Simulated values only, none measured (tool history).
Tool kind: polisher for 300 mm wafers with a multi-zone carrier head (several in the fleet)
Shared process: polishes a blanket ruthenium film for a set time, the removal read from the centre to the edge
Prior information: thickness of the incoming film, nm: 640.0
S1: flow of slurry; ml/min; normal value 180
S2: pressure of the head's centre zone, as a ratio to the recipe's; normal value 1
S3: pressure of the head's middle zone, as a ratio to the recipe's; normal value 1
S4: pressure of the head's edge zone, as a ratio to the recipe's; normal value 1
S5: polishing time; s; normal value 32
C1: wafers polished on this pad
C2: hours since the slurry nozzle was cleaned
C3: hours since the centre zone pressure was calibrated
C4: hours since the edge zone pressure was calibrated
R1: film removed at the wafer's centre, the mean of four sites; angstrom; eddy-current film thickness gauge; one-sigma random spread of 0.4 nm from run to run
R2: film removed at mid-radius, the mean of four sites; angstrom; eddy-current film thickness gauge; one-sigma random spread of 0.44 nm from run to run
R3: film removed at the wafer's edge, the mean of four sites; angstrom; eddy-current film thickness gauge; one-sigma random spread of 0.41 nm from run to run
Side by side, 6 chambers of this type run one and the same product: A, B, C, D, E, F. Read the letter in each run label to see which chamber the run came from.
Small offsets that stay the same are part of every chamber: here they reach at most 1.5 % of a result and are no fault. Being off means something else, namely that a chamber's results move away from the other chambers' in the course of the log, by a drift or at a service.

Run 1D, hour 12.3: usual settings; C1 1400; C2 67.2; C3 283.3; C4 339.8. Result: R1 355.59 angstrom, R2 350.94 angstrom, R3 341.96 angstrom.
At hour 15.3: chamber A: worn pad replaced by a new one.
At hour 19.6: chamber D: worn pad replaced by a new one.
Run 2E, hour 19.7: usual settings; C1 1038; C2 161.3; C3 176.7; C4 947.2. Result: R1 351.18 angstrom, R2 358.19 angstrom, R3 347.72 angstrom.
At hour 21: chamber B: worn pad replaced by a new one.
At hour 25.4: chamber F: worn pad replaced by a new one.
At hour 25.4: chamber E: worn pad replaced by a new one.
Run 3C, hour 25.4: usual settings; C1 838; C2 91; C3 1318.5; C4 1100. Result: R1 341.68 angstrom, R2 351.08 angstrom, R3 357.08 angstrom.
Run 4B, hour 37.2: usual settings; C1 153; C2 178.3; C3 393.3; C4 585.6. Result: R1 349.53 angstrom, R2 350.24 angstrom, R3 347.97 angstrom.
Run 5F, hour 48.3: usual settings but S2 0.94, S3 0.93; C1 217; C2 273.2; C3 279; C4 810.3. Result: R1 325.11 angstrom, R2 331.95 angstrom, R3 352.25 angstrom.
Run 6A, hour 60.3: usual settings but S2 0.94, S3 0.93; C1 426; C2 389.1; C3 212.8; C4 483.4. Result: R1 324.71 angstrom, R2 334.22 angstrom, R3 351.59 angstrom.
At hour 65.7: chamber B: centre zone pressure recalibrated.
Run 7F, hour 67.1: usual settings but S2 0.94, S3 0.93; C1 395; C2 292; C3 297.8; C4 829.1. Result: R1 328.51 angstrom, R2 329.8 angstrom, R3 342.48 angstrom.
Run 8A, hour 75: usual settings but S2 0.94, S3 0.93; C1 565; C2 403.8; C3 227.5; C4 498.1. Result: R1 326.26 angstrom, R2 322.8 angstrom, R3 347.09 angstrom.
At hour 77.1: chamber E: slurry nozzle cleaned.
Run 9C, hour 80.5: usual settings but S2 0.94, S3 0.93; C1 1359; C2 146.1; C3 1373.6; C4 1155.1. Result: R1 329.56 angstrom, R2 313.74 angstrom, R3 356.85 angstrom.
At hour 85.1: chamber C: worn pad replaced by a new one.
Run 10D, hour 91.4: usual settings but S2 0.94, S3 0.93; C1 679; C2 146.3; C3 362.4; C4 418.9. Result: R1 321.83 angstrom, R2 323.3 angstrom, R3 352.72 angstrom.
At hour 93.8: chamber A: worn pad replaced by a new one.
At hour 97.1: chamber B: edge zone pressure recalibrated.
Run 11B, hour 97.2: usual settings; C1 721; C2 238.3; C3 31.5; C4 0.2. Result: R1 336.68 angstrom, R2 345.8 angstrom, R3 349.99 angstrom.
At hour 100.2: chamber C: centre zone pressure recalibrated.
Run 12E, hour 106.7: usual settings; C1 769; C2 29.7; C3 263.7; C4 1034.2. Result: R1 352.67 angstrom, R2 343.43 angstrom, R3 347.77 angstrom.
At hour 108.3: chamber D: edge zone pressure recalibrated.
Run 13E, hour 118.4: usual settings; C1 880; C2 41.4; C3 275.4; C4 1045.9. Result: R1 352.4 angstrom, R2 355.92 angstrom, R3 351.75 angstrom.
Run 14A, hour 126.3: usual settings; C1 307; C2 455.1; C3 278.8; C4 549.4. Result: R1 343.45 angstrom, R2 349.7 angstrom, R3 350.62 angstrom.
At hour 134.2: chamber F: worn pad replaced by a new one.
Run 15C, hour 138.6: usual settings; C1 506; C2 204.2; C3 38.5; C4 1213.2. Result: R1 348.47 angstrom, R2 352.35 angstrom, R3 349.09 angstrom.
Run 16F, hour 144: usual settings; C1 93; C2 368.9; C3 374.7; C4 906. Result: R1 349.87 angstrom, R2 349.76 angstrom, R3 346.25 angstrom.
At hour 151.1: chamber E: worn pad replaced by a new one.
Run 17D, hour 156: usual settings; C1 1290; C2 210.9; C3 427; C4 47.7. Result: R1 351.56 angstrom, R2 346.56 angstrom, R3 348.32 angstrom.
At hour 159.3: chamber A: worn pad replaced by a new one.
Run 18B, hour 163.2: usual settings; C1 1345; C2 304.3; C3 97.5; C4 66.2. Result: R1 335.35 angstrom, R2 340.37 angstrom, R3 341.42 angstrom.
At hour 163.5: chamber E: edge zone pressure recalibrated.
Run 19F, hour 172.6: usual settings; C1 363; C2 397.5; C3 403.3; C4 934.6. Result: R1 344.71 angstrom, R2 341.04 angstrom, R3 347.26 angstrom.
At hour 177: chamber D: worn pad replaced by a new one.
Run 20D, hour 178.2: usual settings; C1 11; C2 233.1; C3 449.2; C4 69.9. Result: R1 354.05 angstrom, R2 352 angstrom, R3 357.3 angstrom.
At hour 179.9: chamber B: worn pad replaced by a new one.
Run 21A, hour 186.6: usual settings; C1 258; C2 515.4; C3 339.1; C4 609.7. Result: R1 344.85 angstrom, R2 342.54 angstrom, R3 349.53 angstrom.
At hour 193.7: chamber C: slurry nozzle cleaned.
At hour 194.1: chamber C: edge zone pressure recalibrated.
Run 22B, hour 197.1: usual settings; C1 163; C2 338.2; C3 131.4; C4 100.1. Result: R1 328.44 angstrom, R2 344.31 angstrom, R3 341.15 angstrom.
Run 23C, hour 206: usual settings; C1 1143; C2 12.4; C3 105.9; C4 11.9. Result: R1 342.23 angstrom, R2 339.89 angstrom, R3 350.88 angstrom.
Run 24E, hour 214.7: usual settings; C1 602; C2 137.7; C3 371.7; C4 51.2. Result: R1 353.03 angstrom, R2 344.5 angstrom, R3 346.87 angstrom.
Run 25D, hour 222: usual settings but S5 38 s; C1 425; C2 276.9; C3 493; C4 113.7. Result: R1 418.35 angstrom, R2 411.17 angstrom, R3 414.14 angstrom.
Run 26B, hour 227.7: usual settings but S5 38 s; C1 453; C2 368.8; C3 162; C4 130.7. Result: R1 389.49 angstrom, R2 400.54 angstrom, R3 394.73 angstrom.
At hour 227.9: chamber F: worn pad replaced by a new one.
Run 27E, hour 235.6: usual settings but S5 38 s; C1 800; C2 158.6; C3 392.6; C4 72.1. Result: R1 417.72 angstrom, R2 404.03 angstrom, R3 407.66 angstrom.
Run 28A, hour 242.4: usual settings but S5 38 s; C1 786; C2 571.2; C3 394.9; C4 665.5. Result: R1 410.36 angstrom, R2 419.33 angstrom, R3 419.76 angstrom.
At hour 244.1: chamber A: worn pad replaced by a new one.
At hour 247.7: chamber C: worn pad replaced by a new one.
At hour 251.2: chamber A: slurry nozzle cleaned.
Run 29C, hour 251.9: usual settings but S5 38 s; C1 40; C2 58.3; C3 151.8; C4 57.8. Result: R1 408.73 angstrom, R2 411.34 angstrom, R3 412.44 angstrom.
At hour 257.9: chamber E: worn pad replaced by a new one.
Run 30F, hour 263.5: usual settings but S5 38 s; C1 336; C2 488.4; C3 494.2; C4 1025.5. Result: R1 420.04 angstrom, R2 413.1 angstrom, R3 403.26 angstrom.
Run 31B, hour 275.4: usual settings but S5 40 s; C1 904; C2 416.5; C3 209.7; C4 178.4. Result: R1 409.98 angstrom, R2 414.46 angstrom, R3 419.85 angstrom.
At hour 278.5: chamber A: edge zone pressure recalibrated.
Run 32C, hour 285.7: usual settings but S5 40 s; C1 359; C2 92.1; C3 185.6; C4 91.6. Result: R1 424.23 angstrom, R2 424.5 angstrom, R3 443.92 angstrom.
Run 33D, hour 292.1: usual settings but S5 40 s; C1 1088; C2 347; C3 563.1; C4 183.8. Result: R1 442.99 angstrom, R2 441.76 angstrom, R3 429.55 angstrom.
At hour 295.1: chamber F: slurry nozzle cleaned.
Run 34F, hour 300.5: usual settings but S5 40 s; C1 686; C2 5.4; C3 531.2; C4 1062.5. Result: R1 430.29 angstrom, R2 428.74 angstrom, R3 420.56 angstrom.
Run 35A, hour 306.1: usual settings but S5 40 s; C1 587; C2 54.9; C3 458.6; C4 27.6. Result: R1 422.88 angstrom, R2 447.16 angstrom, R3 431.12 angstrom.
At hour 314.1: chamber A: worn pad replaced by a new one.
Run 36E, hour 318.2: usual settings but S5 40 s; C1 570; C2 241.2; C3 475.2; C4 154.7. Result: R1 436.45 angstrom, R2 429.86 angstrom, R3 437.01 angstrom.
Run 37D, hour 324.7: usual settings; C1 1397; C2 379.6; C3 595.7; C4 216.4. Result: R1 349.92 angstrom, R2 358.76 angstrom, R3 345.12 angstrom.
At hour 327.4: chamber B: worn pad replaced by a new one.
Run 38C, hour 336.7: usual settings; C1 842; C2 143.1; C3 236.6; C4 142.6. Result: R1 343.15 angstrom, R2 347.72 angstrom, R3 346.09 angstrom.
Run 39F, hour 342.4: usual settings; C1 1083; C2 47.3; C3 573.1; C4 1104.4. Result: R1 342.82 angstrom, R2 342.93 angstrom, R3 342.24 angstrom.
At hour 344: chamber E: slurry nozzle cleaned.
Run 40B, hour 348.3: usual settings but S1 125 ml/min, S5 27 s; C1 197; C2 489.4; C3 282.6; C4 251.3. Result: R1 235.08 angstrom, R2 240.93 angstrom, R3 250.59 angstrom.
Run 41A, hour 354.3: usual settings but S1 125 ml/min, S5 27 s; C1 380; C2 103.1; C3 506.8; C4 75.8. Result: R1 274.77 angstrom, R2 273.82 angstrom, R3 280.25 angstrom.
Run 42E, hour 364.4: usual settings but S1 125 ml/min, S5 27 s; C1 1007; C2 20.5; C3 521.4; C4 200.9. Result: R1 271.57 angstrom, R2 272.48 angstrom, R3 276.71 angstrom.
Run 43A, hour 374.7: usual settings but S1 125 ml/min, S5 27 s; C1 573; C2 123.5; C3 527.2; C4 96.2. Result: R1 271.08 angstrom, R2 274.5 angstrom, R3 278.07 angstrom.

Is one chamber out of step, is the gauge drifting, or do the chambers differ by no more than their own small offsets? For an off chamber, give its letter and the likeliest cause.

Chamber B drifts away from the others.
What lies behind it: slurry flow missing at the pad, % = 41.1.

Which of the 4 candidates below, each the usual settings with something changed and its results left as question marks, puts chamber B back in line with what the other chambers give on the usual settings?
Maximum distance from the other chambers' mean on the usual settings for a result to count as in line: R1 14 angstrom; R2 15 angstrom; R3 14 angstrom
Run 44B-1, hour 383.7: usual settings but S1 160 ml/min, S2 0.95, S3 0.97, S4 1.03, S5 28 s. Result: R1 ?, R2 ?, R3 ?.
Run 44B-2, hour 383.7: usual settings but S1 190 ml/min, S2 1.03, S3 1.02, S4 0.98, S5 34 s. Result: R1 ?, R2 ?, R3 ?.
Run 44B-3, hour 383.7: usual settings but S1 170 ml/min, S2 0.97, S3 0.98, S4 1.02, S5 30 s. Result: R1 ?, R2 ?, R3 ?.
Run 44B-4, hour 383.7: usual settings but S1 200 ml/min, S2 1.06, S3 1.03, S4 0.96, S5 37 s. Result: R1 ?, R2 ?, R3 ?.

The mean the other chambers reach with the usual settings: R1 347.98 angstrom; R2 347.23 angstrom; R3 347.32 angstrom
  run      R1      R2      R3
44B-1  244.29  260.05  282.21
44B-2  342.17  346.86  344.41
44B-3  273.29  286.29  304.34
44B-4  389.73  385.75  373.99
With 44B-2, the chamber falls back in line with the rest.

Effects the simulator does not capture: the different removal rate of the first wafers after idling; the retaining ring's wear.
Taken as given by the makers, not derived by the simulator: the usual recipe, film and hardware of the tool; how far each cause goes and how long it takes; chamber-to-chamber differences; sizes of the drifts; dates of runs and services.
